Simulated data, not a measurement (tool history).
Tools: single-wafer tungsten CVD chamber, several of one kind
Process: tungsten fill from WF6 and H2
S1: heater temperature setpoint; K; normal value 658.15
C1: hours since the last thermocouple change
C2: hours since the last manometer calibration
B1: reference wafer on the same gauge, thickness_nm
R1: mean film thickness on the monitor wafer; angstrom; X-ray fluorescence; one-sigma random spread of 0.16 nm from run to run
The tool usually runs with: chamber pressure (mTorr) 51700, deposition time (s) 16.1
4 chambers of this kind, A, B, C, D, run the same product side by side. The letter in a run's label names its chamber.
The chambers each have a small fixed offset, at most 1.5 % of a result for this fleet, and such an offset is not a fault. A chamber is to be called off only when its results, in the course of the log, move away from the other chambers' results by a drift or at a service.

{"run": "1D", "hour": 3.1, "S1": 658.15, "chamber pressure (mTorr)": 51700, "deposition time (s)": 16.1, "C1": 690.3, "C2": 289.7, "B1": 53.029, "R1": 449}
{"run": "2C", "hour": 6.9, "S1": 658.15, "chamber pressure (mTorr)": 51700, "deposition time (s)": 16.1, "C1": 48.6, "C2": 839.1, "B1": 52.984, "R1": 445.72}
{"run": "3A", "hour": 11.3, "S1": 658.15, "chamber pressure (mTorr)": 51700, "deposition time (s)": 16.1, "C1": 125.7, "C2": 1170.6, "B1": 53.002, "R1": 452.48}
{"run": "4B", "hour": 15.3, "S1": 658.15, "chamber pressure (mTorr)": 51700, "deposition time (s)": 16.1, "C1": 848.9, "C2": 606.2, "B1": 52.985, "R1": 455.78}
{"run": "5D", "hour": 20.7, "S1": 658.15, "chamber pressure (mTorr)": 51700, "deposition time (s)": 16.1, "C1": 707.9, "C2": 307.3, "B1": 52.988, "R1": 448.41}
{"run": "6C", "hour": 25.3, "S1": 658.15, "chamber pressure (mTorr)": 51700, "deposition time (s)": 16.1, "C1": 67, "C2": 857.5, "B1": 53.043, "R1": 443.68}
{"run": "7B", "hour": 28.8, "S1": 658.15, "chamber pressure (mTorr)": 51700, "deposition time (s)": 16.1, "C1": 862.4, "C2": 619.7, "B1": 52.967, "R1": 456.21}
{"run": "8A", "hour": 34.0, "S1": 658.15, "chamber pressure (mTorr)": 51700, "deposition time (s)": 16.1, "C1": 148.4, "C2": 1193.3, "B1": 53.031, "R1": 452.07}
{"run": "9B", "hour": 39.4, "S1": 658.15, "chamber pressure (mTorr)": 51700, "deposition time (s)": 16.1, "C1": 873, "C2": 630.3, "B1": 52.989, "R1": 458.58}
{"run": "10C", "hour": 42.5, "S1": 658.15, "chamber pressure (mTorr)": 51700, "deposition time (s)": 16.1, "C1": 84.2, "C2": 874.7, "B1": 52.976, "R1": 445.29}
{"run": "11D", "hour": 46.7, "S1": 658.15, "chamber pressure (mTorr)": 51700, "deposition time (s)": 16.1, "C1": 733.9, "C2": 333.3, "B1": 52.986, "R1": 451.23}
{"run": "12A", "hour": 52.5, "S1": 658.15, "chamber pressure (mTorr)": 51700, "deposition time (s)": 16.1, "C1": 166.9, "C2": 1211.8, "B1": 52.961, "R1": 455.93}
{"run": "13A", "hour": 56.7, "S1": 658.15, "chamber pressure (mTorr)": 51700, "deposition time (s)": 13.5, "C1": 171.1, "C2": 1216, "B1": 53.059, "R1": 377.88}
{"run": "14C", "hour": 60.0, "S1": 658.15, "chamber pressure (mTorr)": 51700, "deposition time (s)": 13.5, "C1": 101.7, "C2": 892.2, "B1": 52.995, "R1": 370.73}
{"run": "15D", "hour": 66.6, "S1": 658.15, "chamber pressure (mTorr)": 51700, "deposition time (s)": 13.5, "C1": 753.8, "C2": 353.2, "B1": 53.033, "R1": 373.63}
{"run": "16B", "hour": 69.8, "S1": 658.15, "chamber pressure (mTorr)": 51700, "deposition time (s)": 13.5, "C1": 903.4, "C2": 660.7, "B1": 52.995, "R1": 381.52}
{"run": "17B", "hour": 74.8, "S1": 658.15, "chamber pressure (mTorr)": 51700, "deposition time (s)": 16.1, "C1": 908.4, "C2": 665.7, "B1": 52.971, "R1": 456.33}
{"run": "18A", "hour": 81.8, "S1": 658.15, "chamber pressure (mTorr)": 51700, "deposition time (s)": 16.1, "C1": 196.2, "C2": 1241.1, "B1": 53.018, "R1": 452.49}
{"run": "19C", "hour": 85.0, "S1": 658.15, "chamber pressure (mTorr)": 51700, "deposition time (s)": 16.1, "C1": 126.7, "C2": 917.2, "B1": 53.004, "R1": 445.04}
{"run": "20D", "hour": 91.2, "S1": 664.15, "chamber pressure (mTorr)": 46500, "deposition time (s)": 16.1, "C1": 778.4, "C2": 377.8, "B1": 53.018, "R1": 475.23}
{"run": "21C", "hour": 97.0, "S1": 664.15, "chamber pressure (mTorr)": 46500, "deposition time (s)": 16.1, "C1": 138.7, "C2": 929.2, "B1": 52.982, "R1": 474.22}
{"run": "22D", "hour": 100.7, "S1": 664.15, "chamber pressure (mTorr)": 46500, "deposition time (s)": 16.1, "C1": 787.9, "C2": 387.3, "B1": 52.997, "R1": 476.53}
{"run": "23B", "hour": 106.3, "S1": 664.15, "chamber pressure (mTorr)": 46500, "deposition time (s)": 16.1, "C1": 939.9, "C2": 697.2, "B1": 53.049, "R1": 487.81}
{"run": "24A", "hour": 110.9, "S1": 658.15, "chamber pressure (mTorr)": 51700, "deposition time (s)": 16.1, "C1": 225.3, "C2": 1270.2, "B1": 53.011, "R1": 450.47}
{"run": "25D", "hour": 117.9, "S1": 658.15, "chamber pressure (mTorr)": 51700, "deposition time (s)": 16.1, "C1": 805.1, "C2": 404.5, "B1": 52.98, "R1": 443.36}
{"run": "26A", "hour": 121.3, "S1": 658.15, "chamber pressure (mTorr)": 51700, "deposition time (s)": 16.1, "C1": 235.7, "C2": 1280.6, "B1": 53.043, "R1": 449.16}
{"run": "27C", "hour": 127.9, "S1": 658.15, "chamber pressure (mTorr)": 51700, "deposition time (s)": 16.1, "C1": 169.6, "C2": 960.1, "B1": 53.04, "R1": 443.57}
{"run": "28B", "hour": 132.6, "S1": 658.15, "chamber pressure (mTorr)": 51700, "deposition time (s)": 16.1, "C1": 966.2, "C2": 723.5, "B1": 52.998, "R1": 455.32}
{"run": "29B", "hour": 137.9, "S1": 658.15, "chamber pressure (mTorr)": 51700, "deposition time (s)": 16.1, "C1": 971.5, "C2": 728.8, "B1": 52.975, "R1": 455.29}
{"run": "30C", "hour": 141.9, "S1": 658.15, "chamber pressure (mTorr)": 51700, "deposition time (s)": 16.1, "C1": 183.6, "C2": 974.1, "B1": 52.975, "R1": 445.89}
{"run": "31D", "hour": 147.9, "S1": 658.15, "chamber pressure (mTorr)": 51700, "deposition time (s)": 16.1, "C1": 835.1, "C2": 434.5, "B1": 53.044, "R1": 442.01}
{"run": "32A", "hour": 154.3, "S1": 658.15, "chamber pressure (mTorr)": 51700, "deposition time (s)": 16.1, "C1": 268.7, "C2": 1313.6, "B1": 52.984, "R1": 452.97}
{"run": "33B", "hour": 157.9, "S1": 658.15, "chamber pressure (mTorr)": 51700, "deposition time (s)": 16.1, "C1": 991.5, "C2": 748.8, "B1": 53.018, "R1": 456.22}
{"run": "34C", "hour": 164.2, "S1": 658.15, "chamber pressure (mTorr)": 51700, "deposition time (s)": 16.1, "C1": 205.9, "C2": 996.4, "B1": 53.05, "R1": 442.75}
{"run": "35D", "hour": 170.8, "S1": 658.15, "chamber pressure (mTorr)": 51700, "deposition time (s)": 16.1, "C1": 858, "C2": 457.4, "B1": 53.013, "R1": 438.66}

All chambers now run identical settings, listed one chamber a line with results as question marks. What results will each chamber show?
{"run": "36A", "hour": 175.9, "S1": 653.15, "chamber pressure (mTorr)": 51700, "deposition time (s)": 16.1, "R1": "?"}
{"run": "36B", "hour": 175.9, "S1": 653.15, "chamber pressure (mTorr)": 51700, "deposition time (s)": 16.1, "R1": "?"}
{"run": "36C", "hour": 175.9, "S1": 653.15, "chamber pressure (mTorr)": 51700, "deposition time (s)": 16.1, "R1": "?"}
{"run": "36D", "hour": 175.9, "S1": 653.15, "chamber pressure (mTorr)": 51700, "deposition time (s)": 16.1, "R1": "?"}

run=36A R1=411.72
run=36B R1=413.7
run=36C R1=403.46
run=36D R1=394.49
